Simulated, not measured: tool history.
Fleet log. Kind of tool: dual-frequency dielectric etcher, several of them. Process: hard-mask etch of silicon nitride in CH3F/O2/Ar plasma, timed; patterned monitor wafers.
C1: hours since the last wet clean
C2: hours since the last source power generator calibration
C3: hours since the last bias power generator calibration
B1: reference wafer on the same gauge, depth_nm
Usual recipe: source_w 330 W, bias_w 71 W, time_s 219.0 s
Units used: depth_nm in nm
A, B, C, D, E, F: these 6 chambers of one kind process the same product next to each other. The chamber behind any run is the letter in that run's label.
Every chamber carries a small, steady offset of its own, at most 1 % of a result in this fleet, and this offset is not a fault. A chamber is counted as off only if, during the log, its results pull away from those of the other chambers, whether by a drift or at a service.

Run 1B, day 0.288: usual settings; C1 471.9; C2 1969.2; C3 1931.6; B1 166.98. Result: depth_nm 142.61 nm.
At day 0.412: chamber B: wet clean of the chamber.
Run 2D, day 0.804: usual settings; C1 234.8; C2 828.7; C3 574.8; B1 166.95. Result: depth_nm 141.67 nm.
Run 3C, day 1.238: usual settings; C1 52.0; C2 4261.3; C3 3274.8; B1 166.97. Result: depth_nm 141.38 nm.
Run 4A, day 1.629: usual settings; C1 246.0; C2 1299.6; C3 2185.0; B1 166.98. Result: depth_nm 140.60 nm.
Run 5F, day 2.083: usual settings but source_w 410 W; C1 308.7; C2 2175.1; C3 2082.8; B1 166.92. Result: depth_nm 153.94 nm.
At day 2.225: chamber A: source power generator calibrated.
Run 6E, day 2.596: usual settings but source_w 410 W; C1 316.5; C2 595.8; C3 3059.9; B1 166.84. Result: depth_nm 154.51 nm.
Run 7C, day 3.092: usual settings but source_w 410 W; C1 96.5; C2 4305.8; C3 3319.3; B1 166.80. Result: depth_nm 153.31 nm.
Run 8E, day 3.629: usual settings but source_w 410 W; C1 341.3; C2 620.6; C3 3084.7; B1 166.83. Result: depth_nm 154.60 nm.
Run 9A, day 3.962: usual settings but source_w 410 W; C1 302.0; C2 41.8; C3 2241.0; B1 166.80. Result: depth_nm 152.39 nm.
Run 10F, day 4.367: usual settings but source_w 410 W; C1 363.5; C2 2229.9; C3 2137.6; B1 166.81. Result: depth_nm 154.47 nm.
Run 11B, day 4.762: usual settings; C1 104.4; C2 2076.6; C3 2039.0; B1 166.79. Result: depth_nm 142.15 nm.
At day 5.008: chamber F: wet clean of the chamber.
Run 12D, day 5.058: usual settings but time_s 242.0 s; C1 336.9; C2 930.8; C3 676.9; B1 166.77. Result: depth_nm 156.30 nm.
Run 13D, day 5.471: usual settings but time_s 242.0 s; C1 346.8; C2 940.7; C3 686.8; B1 166.67. Result: depth_nm 156.29 nm.
Run 14E, day 5.812: usual settings but time_s 242.0 s; C1 393.7; C2 673.0; C3 3137.1; B1 166.72. Result: depth_nm 156.85 nm.
Run 15A, day 6.321: usual settings but time_s 242.0 s; C1 358.6; C2 98.4; C3 2297.6; B1 166.67. Result: depth_nm 155.30 nm.
Run 16F, day 6.738: usual settings but time_s 242.0 s; C1 41.6; C2 2286.8; C3 2194.5; B1 166.70. Result: depth_nm 156.61 nm.
Run 17C, day 7.117: usual settings but time_s 242.0 s; C1 193.1; C2 4402.4; C3 3415.9; B1 166.70. Result: depth_nm 155.72 nm.
Run 18B, day 7.462: usual settings; C1 169.2; C2 2141.4; C3 2103.8; B1 166.63. Result: depth_nm 141.86 nm.
At day 7.812: chamber D: wet clean of the chamber.
Run 19E, day 7.912: usual settings; C1 444.1; C2 723.4; C3 3187.5; B1 166.55. Result: depth_nm 141.91 nm.
Run 20A, day 8.383: usual settings but source_w 390 W, time_s 271.5 s; C1 408.1; C2 147.9; C3 2347.1; B1 166.59. Result: depth_nm 185.22 nm.
At day 8.675: chamber E: bias power generator calibrated.
Run 21B, day 8.725: usual settings but source_w 390 W, time_s 271.5 s; C1 199.5; C2 2171.7; C3 2134.1; B1 166.59. Result: depth_nm 187.15 nm.
At day 8.896: chamber A: wet clean of the chamber.
Run 22F, day 8.983: usual settings but source_w 390 W, time_s 271.5 s; C1 95.5; C2 2340.7; C3 2248.4; B1 166.58. Result: depth_nm 186.62 nm.
Run 23D, day 9.412: usual settings but source_w 390 W, time_s 271.5 s; C1 38.4; C2 1035.3; C3 781.4; B1 166.44. Result: depth_nm 186.61 nm.
Run 24C, day 9.917: usual settings but source_w 390 W, time_s 271.5 s; C1 260.3; C2 4469.6; C3 3483.1; B1 166.46. Result: depth_nm 185.93 nm.
Run 25F, day 10.204: usual settings but source_w 390 W, time_s 271.5 s; C1 124.8; C2 2370.0; C3 2277.7; B1 166.52. Result: depth_nm 186.95 nm.
Run 26D, day 10.467: usual settings; C1 63.7; C2 1060.6; C3 806.7; B1 166.49. Result: depth_nm 141.51 nm.
Run 27A, day 10.842: usual settings; C1 46.7; C2 206.9; C3 2406.1; B1 166.44. Result: depth_nm 140.18 nm.
Run 28B, day 11.138: usual settings; C1 257.4; C2 2229.6; C3 2192.0; B1 166.46. Result: depth_nm 141.92 nm.
Run 29C, day 11.500: usual settings; C1 298.3; C2 4507.6; C3 3521.1; B1 166.41. Result: depth_nm 141.06 nm.
Run 30E, day 11.788: usual settings; C1 537.1; C2 816.4; C3 74.7; B1 166.43. Result: depth_nm 141.91 nm.
Run 31E, day 12.100: usual settings; C1 544.6; C2 823.9; C3 82.2; B1 166.38. Result: depth_nm 141.78 nm.
Run 32F, day 12.450: usual settings; C1 178.7; C2 2423.9; C3 2331.6; B1 166.40. Result: depth_nm 141.49 nm.
Run 33B, day 12.867: usual settings; C1 298.9; C2 2271.1; C3 2233.5; B1 166.34. Result: depth_nm 141.62 nm.
Run 34C, day 13.225: usual settings; C1 339.7; C2 4549.0; C3 3562.5; B1 166.39. Result: depth_nm 140.56 nm.
Run 35D, day 13.500: usual settings; C1 136.5; C2 1133.4; C3 879.5; B1 166.29. Result: depth_nm 141.19 nm.
Run 36A, day 13.812: usual settings but bias_w 82 W; C1 118.0; C2 278.2; C3 2477.4; B1 166.28. Result: depth_nm 147.51 nm.
Run 37C, day 14.146: usual settings but bias_w 82 W; C1 361.8; C2 4571.1; C3 3584.6; B1 166.25. Result: depth_nm 148.52 nm.
At day 14.238: chamber E: wet clean of the chamber.
Run 38A, day 14.575: usual settings but bias_w 82 W; C1 136.3; C2 296.5; C3 2495.7; B1 166.24. Result: depth_nm 147.44 nm.
Run 39E, day 14.862: usual settings but bias_w 82 W; C1 15.1; C2 890.2; C3 148.5; B1 166.25. Result: depth_nm 148.51 nm.
Run 40F, day 15.321: usual settings but bias_w 82 W; C1 247.6; C2 2492.8; C3 2400.5; B1 166.24. Result: depth_nm 148.77 nm.
Run 41B, day 15.633: usual settings but bias_w 82 W; C1 365.3; C2 2337.5; C3 2299.9; B1 166.19. Result: depth_nm 149.23 nm.
Run 42D, day 15.875: usual settings; C1 193.5; C2 1190.4; C3 936.5; B1 166.22. Result: depth_nm 141.13 nm.
Run 43F, day 16.221: usual settings; C1 269.2; C2 2514.4; C3 2422.1; B1 166.18. Result: depth_nm 141.46 nm.
Run 44D, day 16.508: usual settings; C1 208.7; C2 1205.6; C3 951.7; B1 166.22. Result: depth_nm 141.40 nm.

Is one chamber out of step, is the gauge drifting, or do the chambers differ by no more than their own small offsets? For an off chamber, give its letter and the likeliest cause.

The shared gauge is drifting. All chambers look as if they move in step, but none is off.
Cause: gauge reads low (%) = 0.514.
